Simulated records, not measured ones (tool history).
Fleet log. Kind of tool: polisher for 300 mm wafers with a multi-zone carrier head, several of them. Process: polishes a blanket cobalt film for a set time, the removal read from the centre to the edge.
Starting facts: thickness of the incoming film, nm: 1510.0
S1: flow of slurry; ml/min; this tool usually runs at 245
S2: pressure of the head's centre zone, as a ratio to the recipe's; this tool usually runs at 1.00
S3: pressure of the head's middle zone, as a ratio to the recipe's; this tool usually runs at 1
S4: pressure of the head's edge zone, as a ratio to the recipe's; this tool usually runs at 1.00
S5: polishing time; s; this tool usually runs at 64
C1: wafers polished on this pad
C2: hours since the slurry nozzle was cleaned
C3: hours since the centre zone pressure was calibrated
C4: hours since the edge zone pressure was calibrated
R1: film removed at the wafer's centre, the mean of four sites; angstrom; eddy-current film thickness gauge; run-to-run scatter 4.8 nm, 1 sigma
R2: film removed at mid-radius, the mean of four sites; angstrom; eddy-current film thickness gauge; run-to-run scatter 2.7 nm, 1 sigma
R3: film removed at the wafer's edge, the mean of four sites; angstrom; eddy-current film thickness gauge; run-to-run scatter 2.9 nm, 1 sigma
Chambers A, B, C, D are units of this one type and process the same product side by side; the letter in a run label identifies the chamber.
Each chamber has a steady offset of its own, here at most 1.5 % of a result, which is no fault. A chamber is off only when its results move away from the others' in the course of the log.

| run | hour | S1 | S2 | S3 | S4 | S5 | C1 | C2 | C3 | C4 | R1 | R2 | R3 |
|---|---|---|---|---|---|---|---|---|---|---|---|---|---|
| 1A | 6.3 | 245 | 1.00 | 1 | 1.00 | 64 | 126 | 193.8 | 611.1 | 238.2 | 4346.6 | 4422.0 | 4428.8 |
|  | 7.7 | chamber C: worn pad replaced by a new one |
| 2D | 11.3 | 245 | 1.00 | 1 | 1.00 | 64 | 91 | 81.6 | 222.1 | 638.7 | 4443.6 | 4387.3 | 4370.0 |
| 3C | 17.9 | 245 | 1.00 | 1 | 1.00 | 64 | 56 | 226.1 | 583.3 | 313.8 | 4386.4 | 4311.4 | 4342.4 |
| 4B | 27.1 | 245 | 1.00 | 1 | 1.00 | 64 | 596 | 522.9 | 833.6 | 609.4 | 4271.3 | 4378.5 | 4373.0 |
| 5B | 34.8 | 245 | 1.00 | 1 | 1.00 | 64 | 638 | 530.6 | 841.3 | 617.1 | 4352.1 | 4344.8 | 4372.4 |
|  | 37.2 | chamber B: edge zone pressure recalibrated |
| 6D | 41.5 | 245 | 1.00 | 1 | 1.00 | 64 | 256 | 111.8 | 252.3 | 668.9 | 4245.2 | 4356.1 | 4354.7 |
| 7A | 48.9 | 245 | 1.00 | 1 | 1.00 | 64 | 359 | 236.4 | 653.7 | 280.8 | 4363.1 | 4384.7 | 4393.9 |
|  | 51.8 | chamber B: worn pad replaced by a new one |
| 8C | 58.3 | 245 | 1.00 | 1 | 1.00 | 64 | 277 | 266.5 | 623.7 | 354.2 | 4294.4 | 4272.9 | 4320.2 |
| 9C | 67.0 | 245 | 1.00 | 1 | 1.00 | 64 | 325 | 275.2 | 632.4 | 362.9 | 4276.8 | 4288.3 | 4318.4 |
| 10A | 75.2 | 245 | 1.11 | 1 | 0.94 | 64 | 503 | 262.7 | 680.0 | 307.1 | 4944.5 | 4398.2 | 4258.7 |
| 11B | 80.5 | 245 | 1.11 | 1 | 0.94 | 64 | 157 | 576.3 | 887.0 | 43.4 | 4925.9 | 4366.3 | 4260.8 |
| 12D | 88.7 | 245 | 1.11 | 1 | 0.94 | 64 | 515 | 159.0 | 299.5 | 716.1 | 4651.0 | 4326.9 | 4150.8 |
| 13B | 93.7 | 245 | 1.11 | 1 | 0.94 | 64 | 230 | 589.5 | 900.2 | 56.6 | 4840.8 | 4359.3 | 4189.5 |
| 14D | 100.0 | 305 | 1.00 | 1 | 1.00 | 64 | 577 | 170.3 | 310.8 | 727.4 | 4355.7 | 4421.5 | 4418.6 |
| 15C | 108.8 | 305 | 1.00 | 1 | 1.00 | 64 | 554 | 317.0 | 674.2 | 404.7 | 4463.2 | 4359.6 | 4427.6 |
|  | 110.9 | chamber D: edge zone pressure recalibrated |
| 16A | 116.4 | 305 | 1.00 | 1 | 1.00 | 64 | 729 | 303.9 | 721.2 | 348.3 | 4465.3 | 4528.9 | 4488.7 |
| 17A | 121.2 | 305 | 1.00 | 1 | 1.00 | 64 | 756 | 308.7 | 726.0 | 353.1 | 4557.8 | 4496.3 | 4411.7 |
|  | 128.4 | chamber B: slurry nozzle cleaned |
| 18C | 128.5 | 245 | 1.00 | 1 | 1.00 | 64 | 663 | 336.7 | 693.9 | 424.4 | 4329.5 | 4292.9 | 4286.7 |
|  | 129.0 | chamber C: slurry nozzle cleaned |
|  | 135.5 | chamber C: worn pad replaced by a new one |
| 19B | 136.9 | 245 | 1.00 | 1 | 1.00 | 64 | 467 | 8.6 | 943.4 | 99.8 | 4303.2 | 4430.4 | 4341.5 |
| 20D | 141.2 | 245 | 1.04 | 1 | 1.00 | 64 | 803 | 211.5 | 352.0 | 30.4 | 4325.1 | 4225.8 | 4312.4 |
| 21C | 148.4 | 245 | 1.04 | 1 | 1.00 | 64 | 71 | 19.5 | 713.8 | 444.3 | 4578.2 | 4316.3 | 4311.8 |
| 22A | 153.9 | 245 | 1.04 | 1 | 1.00 | 64 | 935 | 341.4 | 758.7 | 385.8 | 4507.1 | 4421.5 | 4351.9 |
| 23D | 159.1 | 245 | 1.04 | 1 | 1.00 | 64 | 902 | 229.4 | 369.9 | 48.3 | 4277.7 | 4127.3 | 4230.8 |
| 24B | 164.1 | 245 | 1.00 | 1 | 1.00 | 64 | 616 | 35.8 | 970.6 | 127.0 | 4426.7 | 4345.1 | 4456.6 |

Predict what each chamber gives when all 4 of them run the settings below next.
| 25A | 170.8 | 325 | 1.00 | 1 | 1.00 | 64 |  |  |  |  | ? | ? | ? |
| 25B | 170.8 | 325 | 1.00 | 1 | 1.00 | 64 |  |  |  |  | ? | ? | ? |
| 25C | 170.8 | 325 | 1.00 | 1 | 1.00 | 64 |  |  |  |  | ? | ? | ? |
| 25D | 170.8 | 325 | 1.00 | 1 | 1.00 | 64 |  |  |  |  | ? | ? | ? |

| run | R1 | R2 | R3 |
|---|---|---|---|
| 25A | 4519.1 | 4553.8 | 4452.9 |
| 25B | 4507.9 | 4507.0 | 4509.2 |
| 25C | 4509.8 | 4445.0 | 4436.9 |
| 25D | 4227.6 | 4332.8 | 4291.7 |
